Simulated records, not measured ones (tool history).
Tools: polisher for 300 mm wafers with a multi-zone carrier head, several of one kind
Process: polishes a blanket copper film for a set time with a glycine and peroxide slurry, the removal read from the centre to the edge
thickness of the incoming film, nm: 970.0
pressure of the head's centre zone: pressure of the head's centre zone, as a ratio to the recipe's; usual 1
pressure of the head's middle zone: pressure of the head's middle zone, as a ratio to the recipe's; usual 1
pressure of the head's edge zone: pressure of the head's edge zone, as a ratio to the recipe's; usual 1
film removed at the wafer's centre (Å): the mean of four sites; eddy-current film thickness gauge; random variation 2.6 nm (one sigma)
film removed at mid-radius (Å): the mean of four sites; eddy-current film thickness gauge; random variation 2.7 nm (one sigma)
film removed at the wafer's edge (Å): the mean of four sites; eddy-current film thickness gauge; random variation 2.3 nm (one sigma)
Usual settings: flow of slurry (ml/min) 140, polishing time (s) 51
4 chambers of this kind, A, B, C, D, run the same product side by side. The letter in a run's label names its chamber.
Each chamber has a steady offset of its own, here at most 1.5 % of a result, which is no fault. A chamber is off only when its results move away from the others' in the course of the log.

run,hour,flow of slurry (ml/min),pressure of the head's centre zone,pressure of the head's middle zone,pressure of the head's edge zone,polishing time (s),film removed at the wafer's centre (Å),film removed at mid-radius (Å),film removed at the wafer's edge (Å)
1C,10,140,1,1,1,51,2948.1,2892.1,2933.2
2D,16.5,140,1,1,1,51,2928.2,2908.5,2929.4
3A,23.1,140,1,1,1,51,2934.4,2942.8,2921.3
# hour 25.8: chamber A: worn pad replaced by a new one
# hour 26.6: chamber B: worn pad replaced by a new one
# hour 29.5: chamber D: worn pad replaced by a new one
4B,30.7,140,1,1,1,51,2982.1,2958.5,2975.7
# hour 36.3: chamber C: worn pad replaced by a new one
5B,41.2,140,1,1,1,51,2918.2,2994.8,2979.2
6C,48.7,140,1,1,1,51,3011.8,2915.2,2939
# hour 51.2: chamber A: slurry nozzle cleaned
7D,56.1,140,1,1,1,51,2896.3,2977.5,2928.6
8A,67.5,140,1,1,1,51,2960.9,2971.8,2978.2
# hour 67.9: chamber B: slurry nozzle cleaned
# hour 79.5: chamber D: edge zone pressure recalibrated
9C,80.6,140,1,1,1,51,2975.9,2861.8,2953.7
10B,91.5,140,1,1,1,51,2955.1,2918.6,2958.2
11A,99.8,140,1,1,1,51,2968.3,2954.9,2973.6
# hour 102.3: chamber B: worn pad replaced by a new one
# hour 106.6: chamber D: worn pad replaced by a new one
# hour 110.1: chamber B: edge zone pressure recalibrated
12D,110.9,105,1,1,1,51,2661.7,2786,2775.1
# hour 117.4: chamber C: worn pad replaced by a new one
13C,117.8,105,1,1,1,51,2738.6,2728.5,2793.5
# hour 120.6: chamber A: worn pad replaced by a new one
# hour 122.1: chamber C: slurry nozzle cleaned
14B,128.7,105,1,1,1,51,2746,2719.5,2809.1
15A,139,105,1,1,1,51,2688.8,2680.3,2834.1
16D,147.5,140,1,1,1,51,2929.1,2924.2,2912.9
17C,158.4,140,1.1,1,0.91,51,3270.1,2954.9,2820
# hour 167.1: chamber B: worn pad replaced by a new one
18A,170.9,140,1.1,1,0.91,51,3295.2,2863.5,2813.2
19B,181,140,1.1,1,0.91,51,3298.3,2926,2811.6
# hour 186.5: chamber D: worn pad replaced by a new one
# hour 186.9: chamber C: worn pad replaced by a new one
20D,194.6,140,1.1,1,0.91,51,3234.2,2920.3,2734.9
# hour 197.6: chamber B: centre zone pressure recalibrated
21C,204.9,140,1,1,1,51,2953.6,2877.6,2981.8
22A,212.5,140,1,1,1,51,2917.5,2972.3,2894.5
# hour 216.8: chamber A: worn pad replaced by a new one
23D,225.7,140,1,1,1,51,2923.2,2915.7,2943.6
24B,236.2,140,1,1,1,51,3352.7,2960.4,2986.2
# hour 236.5: chamber B: worn pad replaced by a new one
25B,248.5,140,1,1,1,51,3364.4,2946.5,2924.3
26C,259.4,140,1,1,1,51,2963.5,2895.8,2977.9
# hour 263.1: chamber D: worn pad replaced by a new one
27D,267.2,140,1,1,1,51,2933.1,2917.8,2936.4
# hour 268.8: chamber C: worn pad replaced by a new one
28A,279.4,140,1,0.95,1.07,51,2932.4,2778.3,3073.6
# hour 283.5: chamber A: slurry nozzle cleaned
29B,285.6,140,1,0.95,1.07,51,3295.7,2784.2,3081.5
30A,297.3,140,1,0.95,1.07,51,2934,2802.2,3088.9
# hour 308.8: chamber D: slurry nozzle cleaned
31D,310.2,140,1,0.95,1.07,51,2930.1,2797.5,3002.1
32C,316.8,140,1,1,1,41,2408.4,2353.8,2350
# hour 318.6: chamber B: worn pad replaced by a new one
# hour 326.9: chamber A: worn pad replaced by a new one
# hour 328.3: chamber D: worn pad replaced by a new one
33B,328.8,140,1,1,1,41,2682,2333.1,2409
# hour 329.8: chamber A: edge zone pressure recalibrated
34D,340,140,1,1,1,41,2388.4,2333.6,2349.8
35A,354,140,1,1,1,41,2359.3,2359.6,2409.3
# hour 354.9: chamber C: worn pad replaced by a new one
36C,364,140,1,1,1,51,2918.8,2921.7,2951.8

Next, every chamber runs the same settings. What will each give?
37A,374.3,140,1,1,0.9,51,?,?,?
37B,374.3,140,1,1,0.9,51,?,?,?
37C,374.3,140,1,1,0.9,51,?,?,?
37D,374.3,140,1,1,0.9,51,?,?,?

run,film removed at the wafer's centre (Å),film removed at mid-radius (Å),film removed at the wafer's edge (Å)
37A,2954.4,2957.5,2771.2
37B,3339.8,2946.1,2814.3
37C,2974.6,2927,2797.3
37D,2947.5,2931.5,2753.5
